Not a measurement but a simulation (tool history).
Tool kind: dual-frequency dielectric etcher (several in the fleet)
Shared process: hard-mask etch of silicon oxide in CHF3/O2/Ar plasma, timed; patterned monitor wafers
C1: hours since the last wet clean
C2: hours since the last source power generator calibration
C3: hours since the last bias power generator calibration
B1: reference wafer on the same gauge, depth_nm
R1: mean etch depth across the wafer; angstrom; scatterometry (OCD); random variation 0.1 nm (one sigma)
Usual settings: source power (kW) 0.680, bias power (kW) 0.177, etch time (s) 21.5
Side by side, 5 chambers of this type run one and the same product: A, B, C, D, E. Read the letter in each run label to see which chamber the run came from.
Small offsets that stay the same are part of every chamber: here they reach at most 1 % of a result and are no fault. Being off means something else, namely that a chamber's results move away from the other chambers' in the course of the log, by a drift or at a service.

Run 1B, day 0.179: usual settings; C1 57.8; C2 904.2; C3 3578.3; B1 42.092. Result: R1 442.51 angstrom.
Run 2C, day 0.271: usual settings; C1 95.7; C2 1883.6; C3 4829.2; B1 42.079. Result: R1 441.68 angstrom.
Run 3A, day 0.371: usual settings; C1 158.4; C2 879.0; C3 1855.2; B1 42.096. Result: R1 437.60 angstrom.
Run 4D, day 0.554: usual settings; C1 406.1; C2 2057.5; C3 1939.9; B1 42.083. Result: R1 445.06 angstrom.
Run 5E, day 0.692: usual settings; C1 422.4; C2 1114.5; C3 286.7; B1 42.090. Result: R1 443.17 angstrom.
Run 6A, day 0.871: usual settings; C1 170.4; C2 891.0; C3 1867.2; B1 42.083. Result: R1 439.46 angstrom.
Run 7D, day 1.000: usual settings; C1 416.8; C2 2068.2; C3 1950.6; B1 42.092. Result: R1 446.22 angstrom.
Run 8E, day 1.112: usual settings; C1 432.5; C2 1124.6; C3 296.8; B1 42.119. Result: R1 441.05 angstrom.
Run 9B, day 1.204: usual settings; C1 82.4; C2 928.8; C3 3602.9; B1 42.096. Result: R1 442.80 angstrom.
Run 10C, day 1.342: usual settings; C1 121.4; C2 1909.3; C3 4854.9; B1 42.109. Result: R1 440.30 angstrom.
Run 11D, day 1.500: usual settings; C1 428.8; C2 2080.2; C3 1962.6; B1 42.085. Result: R1 444.13 angstrom.
Run 12C, day 1.612: usual settings; C1 127.9; C2 1915.8; C3 4861.4; B1 42.098. Result: R1 439.83 angstrom.
Run 13B, day 1.696: usual settings; C1 94.2; C2 940.6; C3 3614.7; B1 42.116. Result: R1 443.37 angstrom.
Run 14E, day 1.871: usual settings; C1 450.7; C2 1142.8; C3 315.0; B1 42.092. Result: R1 440.41 angstrom.
Run 15A, day 2.050: usual settings; C1 198.7; C2 919.3; C3 1895.5; B1 42.106. Result: R1 438.22 angstrom.
Run 16B, day 2.138: usual settings; C1 104.8; C2 951.2; C3 3625.3; B1 42.086. Result: R1 444.10 angstrom.
At day 2.212: chamber D: wet clean of the chamber.
Run 17A, day 2.271: usual settings; C1 204.0; C2 924.6; C3 1900.8; B1 42.093. Result: R1 438.16 angstrom.
Run 18D, day 2.450: usual settings; C1 5.8; C2 2103.0; C3 1985.4; B1 42.086. Result: R1 457.45 angstrom.
Run 19E, day 2.583: usual settings; C1 467.8; C2 1159.9; C3 332.1; B1 42.095. Result: R1 440.24 angstrom.
Run 20C, day 2.679: usual settings; C1 153.5; C2 1941.4; C3 4887.0; B1 42.113. Result: R1 441.81 angstrom.
Run 21E, day 2.804: usual settings but bias power (kW) 0.156, etch time (s) 18.0; C1 473.1; C2 1165.2; C3 337.4; B1 42.101. Result: R1 353.81 angstrom.
Run 22A, day 2.946: usual settings but bias power (kW) 0.156, etch time (s) 18.0; C1 220.2; C2 940.8; C3 1917.0; B1 42.114. Result: R1 352.95 angstrom.
Run 23B, day 3.100: usual settings but bias power (kW) 0.156, etch time (s) 18.0; C1 127.9; C2 974.3; C3 3648.4; B1 42.087. Result: R1 355.34 angstrom.
Run 24D, day 3.200: usual settings but bias power (kW) 0.156, etch time (s) 18.0; C1 23.8; C2 2121.0; C3 2003.4; B1 42.109. Result: R1 367.56 angstrom.
Run 25C, day 3.342: usual settings but bias power (kW) 0.156, etch time (s) 18.0; C1 169.4; C2 1957.3; C3 4902.9; B1 42.099. Result: R1 355.00 angstrom.
Run 26B, day 3.492: usual settings; C1 137.3; C2 983.7; C3 3657.8; B1 42.127. Result: R1 441.42 angstrom.
Run 27E, day 3.638: usual settings but source power (kW) 0.590; C1 493.1; C2 1185.2; C3 357.4; B1 42.115. Result: R1 419.27 angstrom.
Run 28C, day 3.783: usual settings but source power (kW) 0.590; C1 180.0; C2 1967.9; C3 4913.5; B1 42.126. Result: R1 417.37 angstrom.
Run 29D, day 3.900: usual settings but source power (kW) 0.590; C1 40.6; C2 2137.8; C3 2020.2; B1 42.090. Result: R1 431.73 angstrom.
Run 30A, day 4.029: usual settings but source power (kW) 0.590; C1 246.2; C2 966.8; C3 1943.0; B1 42.088. Result: R1 415.07 angstrom.
Run 31E, day 4.192: usual settings but source power (kW) 0.590; C1 506.4; C2 1198.5; C3 370.7; B1 42.107. Result: R1 418.99 angstrom.
Run 32D, day 4.296: usual settings; C1 50.1; C2 2147.3; C3 2029.7; B1 42.099. Result: R1 458.07 angstrom.
Run 33C, day 4.412: usual settings; C1 195.1; C2 1983.0; C3 4928.6; B1 42.084. Result: R1 442.37 angstrom.
Run 34A, day 4.567: usual settings; C1 259.1; C2 979.7; C3 1955.9; B1 42.093. Result: R1 439.46 angstrom.
Run 35B, day 4.746: usual settings; C1 167.4; C2 1013.8; C3 3687.9; B1 42.089. Result: R1 442.68 angstrom.

Is one chamber out of step, is the gauge drifting, or do the chambers differ by no more than their own small offsets? For an off chamber, give its letter and the likeliest cause.

After it was serviced, chamber D no longer matches the other chambers.
Most likely cause: etch rate over this chamber's usual, % = 3.02.

Here are 4 candidates for chamber D's next run, each the usual settings with a change, their results left as question marks. Which one brings its results back in line with what the others give on the usual settings?
Counts as in line when no further than this from what the other chambers average on the usual settings: R1 3.50 angstrom
Run 36D-1, day 4.879: usual settings but source power (kW) 0.640, bias power (kW) 0.169. Result: R1 ?.
Run 36D-2, day 4.879: usual settings but source power (kW) 0.720, bias power (kW) 0.185. Result: R1 ?.
Run 36D-3, day 4.879: usual settings but source power (kW) 0.670, bias power (kW) 0.175. Result: R1 ?.
Run 36D-4, day 4.879: usual settings but bias power (kW) 0.183. Result: R1 ?.

What the other chambers average on the usual settings: R1 441.04 angstrom
  run      R1
36D-1  440.04
36D-2  474.45
36D-3  453.06
36D-4  462.47
The right change is 36D-1: it brings the chamber back within the allowed miss of the others.
